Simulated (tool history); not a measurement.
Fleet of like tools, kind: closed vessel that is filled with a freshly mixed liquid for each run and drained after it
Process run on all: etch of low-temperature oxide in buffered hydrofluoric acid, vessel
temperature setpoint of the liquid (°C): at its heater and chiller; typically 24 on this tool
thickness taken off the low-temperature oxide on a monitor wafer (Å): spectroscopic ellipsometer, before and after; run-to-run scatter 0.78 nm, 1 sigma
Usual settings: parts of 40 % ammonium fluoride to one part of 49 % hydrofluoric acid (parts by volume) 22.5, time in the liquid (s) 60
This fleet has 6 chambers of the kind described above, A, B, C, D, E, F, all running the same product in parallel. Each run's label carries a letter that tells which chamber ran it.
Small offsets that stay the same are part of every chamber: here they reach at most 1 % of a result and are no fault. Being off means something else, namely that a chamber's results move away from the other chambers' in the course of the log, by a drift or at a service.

| run | hour | temperature setpoint of the liquid (°C) | parts of 40 % ammonium fluoride to one part of 49 % hydrofluoric acid (parts by volume) | time in the liquid (s) | hours since the thermometer was replaced | hours since the hydrofluoric acid flow meter was replaced | read-back film thickness of the low-temperature oxide reference wafer, read on the same gauge (nm) | thickness taken off the low-temperature oxide on a monitor wafer (Å) |
|---|---|---|---|---|---|---|---|---|
| 1B | 4.3 | 24 | 22.5 | 60 | 1318.3 | 147.7 | 40.002 | 1062.10 |
| 2A | 11.8 | 24 | 22.5 | 60 | 327.9 | 647.4 | 40.046 | 1070.90 |
| 3C | 15.8 | 24 | 22.5 | 60 | 538.7 | 115.2 | 40.001 | 1076.30 |
| 4E | 20.9 | 24 | 22.5 | 60 | 347.0 | 590.6 | 39.979 | 1044.70 |
| 5F | 26.0 | 24 | 17.5 | 60 | 837.5 | 316.5 | 40.023 | 1324.60 |
| 6D | 31.5 | 24 | 17.5 | 60 | 512.3 | 322.1 | 40.022 | 1324.00 |
| 7B | 38.6 | 24 | 17.5 | 60 | 1352.6 | 182.0 | 39.952 | 1332.70 |
| 8D | 43.5 | 24 | 17.5 | 60 | 524.3 | 334.1 | 39.971 | 1318.50 |
| 9A | 46.9 | 24 | 17.5 | 60 | 363.0 | 682.5 | 40.017 | 1326.70 |
| 10C | 54.2 | 24 | 17.5 | 60 | 577.1 | 153.6 | 40.040 | 1301.70 |
| 11F | 59.0 | 24 | 22.5 | 60 | 870.5 | 349.5 | 40.025 | 1063.00 |
| 12E | 63.9 | 24 | 22.5 | 60 | 390.0 | 633.6 | 39.949 | 1041.60 |
| 13F | 68.5 | 24 | 22.5 | 60 | 880.0 | 359.0 | 39.954 | 1065.40 |
| 14D | 74.6 | 24 | 22.5 | 60 | 555.4 | 365.2 | 39.947 | 1078.80 |
| 15E | 81.7 | 24 | 22.5 | 60 | 407.8 | 651.4 | 39.964 | 1053.40 |
| 16B | 87.9 | 24 | 22.5 | 60 | 1401.9 | 231.3 | 39.991 | 1067.40 |
| 17C | 92.7 | 24 | 22.5 | 60 | 615.6 | 192.1 | 39.976 | 1065.40 |
| 18A | 97.3 | 24 | 22.5 | 60 | 413.4 | 732.9 | 39.966 | 1062.30 |
| 19D | 102.7 | 24 | 22.5 | 60 | 583.5 | 393.3 | 39.974 | 1061.50 |
| 20B | 106.8 | 24 | 22.5 | 60 | 1420.8 | 250.2 | 40.009 | 1060.00 |
| 21F | 113.4 | 24 | 22.5 | 60 | 924.9 | 403.9 | 40.009 | 1066.10 |
|  | 117.6 | chamber C: thermometer replaced |
| 22E | 119.3 | 24 | 22.5 | 60 | 445.4 | 689.0 | 40.033 | 1064.60 |
| 23C | 124.0 | 24 | 22.5 | 60 | 6.5 | 223.4 | 39.998 | 1050.60 |
| 24A | 127.9 | 24 | 22.5 | 60 | 444.0 | 763.5 | 40.009 | 1074.10 |
| 25D | 131.8 | 24 | 22.5 | 60 | 612.6 | 422.4 | 39.992 | 1101.40 |
| 26F | 136.7 | 24 | 22.5 | 60 | 948.2 | 427.2 | 39.929 | 1069.00 |
|  | 137.9 | chamber E: thermometer replaced |
| 27B | 143.0 | 24 | 22.5 | 60 | 1457.0 | 286.4 | 39.968 | 1069.80 |
| 28E | 149.5 | 24 | 22.5 | 60 | 11.6 | 719.2 | 40.001 | 1058.90 |
| 29C | 153.0 | 24 | 22.5 | 50 | 35.5 | 252.4 | 40.020 | 880.84 |
| 30A | 159.0 | 24 | 22.5 | 50 | 475.1 | 794.6 | 39.990 | 891.19 |
| 31B | 165.3 | 24 | 22.5 | 50 | 1479.3 | 308.7 | 39.965 | 892.44 |
| 32A | 168.6 | 24 | 22.5 | 50 | 484.7 | 804.2 | 39.999 | 879.95 |
| 33E | 173.9 | 24 | 22.5 | 50 | 36.0 | 743.6 | 40.005 | 882.02 |
| 34F | 178.4 | 24 | 22.5 | 50 | 989.9 | 468.9 | 40.041 | 898.01 |
| 35D | 184.1 | 24 | 22.5 | 60 | 664.9 | 474.7 | 39.973 | 1120.70 |
| 36C | 188.0 | 24 | 22.5 | 60 | 70.5 | 287.4 | 39.966 | 1054.40 |
| 37E | 191.5 | 24 | 16.5 | 60 | 53.6 | 761.2 | 40.022 | 1369.50 |

Next, every chamber runs the same settings. What will each give?
| 38A | 196.9 | 28 | 22.5 | 60 |  |  |  | ? |
| 38B | 196.9 | 28 | 22.5 | 60 |  |  |  | ? |
| 38C | 196.9 | 28 | 22.5 | 60 |  |  |  | ? |
| 38D | 196.9 | 28 | 22.5 | 60 |  |  |  | ? |
| 38E | 196.9 | 28 | 22.5 | 60 |  |  |  | ? |
| 38F | 196.9 | 28 | 22.5 | 60 |  |  |  | ? |

| run | thickness taken off the low-temperature oxide on a monitor wafer (Å) |
|---|---|
| 38A | 1325.50 |
| 38B | 1331.20 |
| 38C | 1323.30 |
| 38D | 1380.00 |
| 38E | 1311.50 |
| 38F | 1346.50 |
